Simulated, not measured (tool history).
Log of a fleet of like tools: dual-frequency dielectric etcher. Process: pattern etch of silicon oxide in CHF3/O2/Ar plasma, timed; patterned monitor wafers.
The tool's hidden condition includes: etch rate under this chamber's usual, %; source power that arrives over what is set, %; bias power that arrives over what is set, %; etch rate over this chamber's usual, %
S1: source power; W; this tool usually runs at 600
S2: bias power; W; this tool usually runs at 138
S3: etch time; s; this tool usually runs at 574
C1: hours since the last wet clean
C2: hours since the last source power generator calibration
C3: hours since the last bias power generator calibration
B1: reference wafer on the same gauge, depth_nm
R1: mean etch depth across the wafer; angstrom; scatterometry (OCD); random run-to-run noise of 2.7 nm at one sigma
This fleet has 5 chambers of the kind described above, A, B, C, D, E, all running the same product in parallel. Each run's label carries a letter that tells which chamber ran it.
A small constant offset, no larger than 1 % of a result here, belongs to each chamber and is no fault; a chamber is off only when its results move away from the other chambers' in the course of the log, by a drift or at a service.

run   hour   S1   S2   S3     C1      C2      C3      B1       R1
 1E    8.1  600  138  574  276.9  2942.7  4631.4  1139.9  10340.0
 2D   19.2  600  138  574  315.2   346.5  1960.4  1139.5  10377.0
 3A   33.5  600  138  574  194.8  3778.9  4815.9  1141.0  10413.0
 4B   43.1  600  138  574  395.3   790.3  1246.9  1140.5  10338.0
 5C   53.6  600  138  574  213.2  1180.9  1812.9  1140.1  10402.0
 6D   61.2  600  138  574  357.2   388.5  2002.4  1139.8  10347.0
 7E   73.6  600  138  574  342.4  3008.2  4696.9  1140.2  10351.0
 8A   87.8  740  138  515  249.1  3833.2  4870.2  1139.9  10085.0
 9C  103.8  740  138  515  263.4  1231.1  1863.1  1140.2  10135.0
10B  115.0  740  138  515  467.2   862.2  1318.8  1140.5  10027.0
     120.2  -- chamber D: wet clean of the chamber
11E  130.8  740  138  515  399.6  3065.4  4754.1  1140.5  10024.0
     135.1  -- chamber A: bias power generator calibrated
12D  138.5  740  138  515   18.3   465.8  2079.7  1140.3  10072.0
13B  146.7  600  138  574  498.9   893.9  1350.5  1139.8  10307.0
14C  159.0  600  138  574  318.6  1286.3  1918.3  1139.8  10376.0
15A  169.4  600  138  574  330.7  3914.8    34.4  1139.8  10270.0
16B  179.9  600  138  574  532.1   927.1  1383.7  1139.1  10301.0
17C  190.1  600  138  574  349.7  1317.4  1949.4  1140.3  10409.0
18D  201.7  600  138  574   81.5   529.0  2142.9  1139.6  10410.0
19A  210.3  600  138  574  371.6  3955.7    75.3  1139.3  10241.0
20E  220.9  600  138  574  489.7  3155.5  4844.2  1140.7  10366.0
     221.4  -- chamber B: wet clean of the chamber
21C  229.9  600  138  574  389.5  1357.2  1989.2  1139.5  10429.0
22A  242.8  600  138  574  404.1  3988.2   107.8  1139.7  10249.0
23D  251.4  600  138  574  131.2   578.7  2192.6  1139.6  10394.0
     258.1  -- chamber C: wet clean of the chamber
24E  260.6  600  138  574  529.4  3195.2  4883.9  1140.4  10383.0
25B  269.6  600  138  574   48.2  1016.8  1473.4  1140.9  10376.0
26B  284.4  600  138  574   63.0  1031.6  1488.2  1140.4  10306.0
     292.3  -- chamber E: wet clean of the chamber
27D  299.5  600  138  574  179.3   626.8  2240.7  1140.2  10352.0
28A  312.0  600  138  574  473.3  4057.4   177.0  1139.9  10163.0
29E  326.6  600  138  499   34.3  3261.2  4949.9  1139.6   8973.4
30C  337.1  600  138  499   79.1  1464.4  2096.4  1139.4   9046.6
31E  346.9  600  138  499   54.6  3281.5  4970.2  1139.7   9053.7
32C  357.9  600  138  499   99.9  1485.2  2117.2  1139.6   9064.9

Read the log: is a single chamber off, either drifting away or since a service, is the gauge that measures every chamber drifting, or is nothing wrong beyond small per-chamber offsets? Name any odd chamber and what most likely caused it.

One chamber, A, drifts off from the rest bit by bit.
Likeliest cause: etch rate under this chamber's usual, % = 2.96.

Here are 4 candidates for chamber A's next run, each the usual settings with a change, their results left as question marks. Which one brings its results back in line with what the others give on the usual settings?
In line here means within this much of the mean the other chambers give on the usual settings: R1 93.0 angstrom
33A-1  369.5  600  137  560.5                   ?
33A-2  369.5  600  161  574.0                   ?
33A-3  369.5  600  137  547.5                   ?
33A-4  369.5  600  139  587.5                   ?

The other chambers' mean on the usual settings: R1 10374.0 angstrom
  run       R1
33A-1   9842.4
33A-2  10620.0
33A-3   9614.1
33A-4  10364.0
33A-4 puts the chamber back in line with the other chambers.
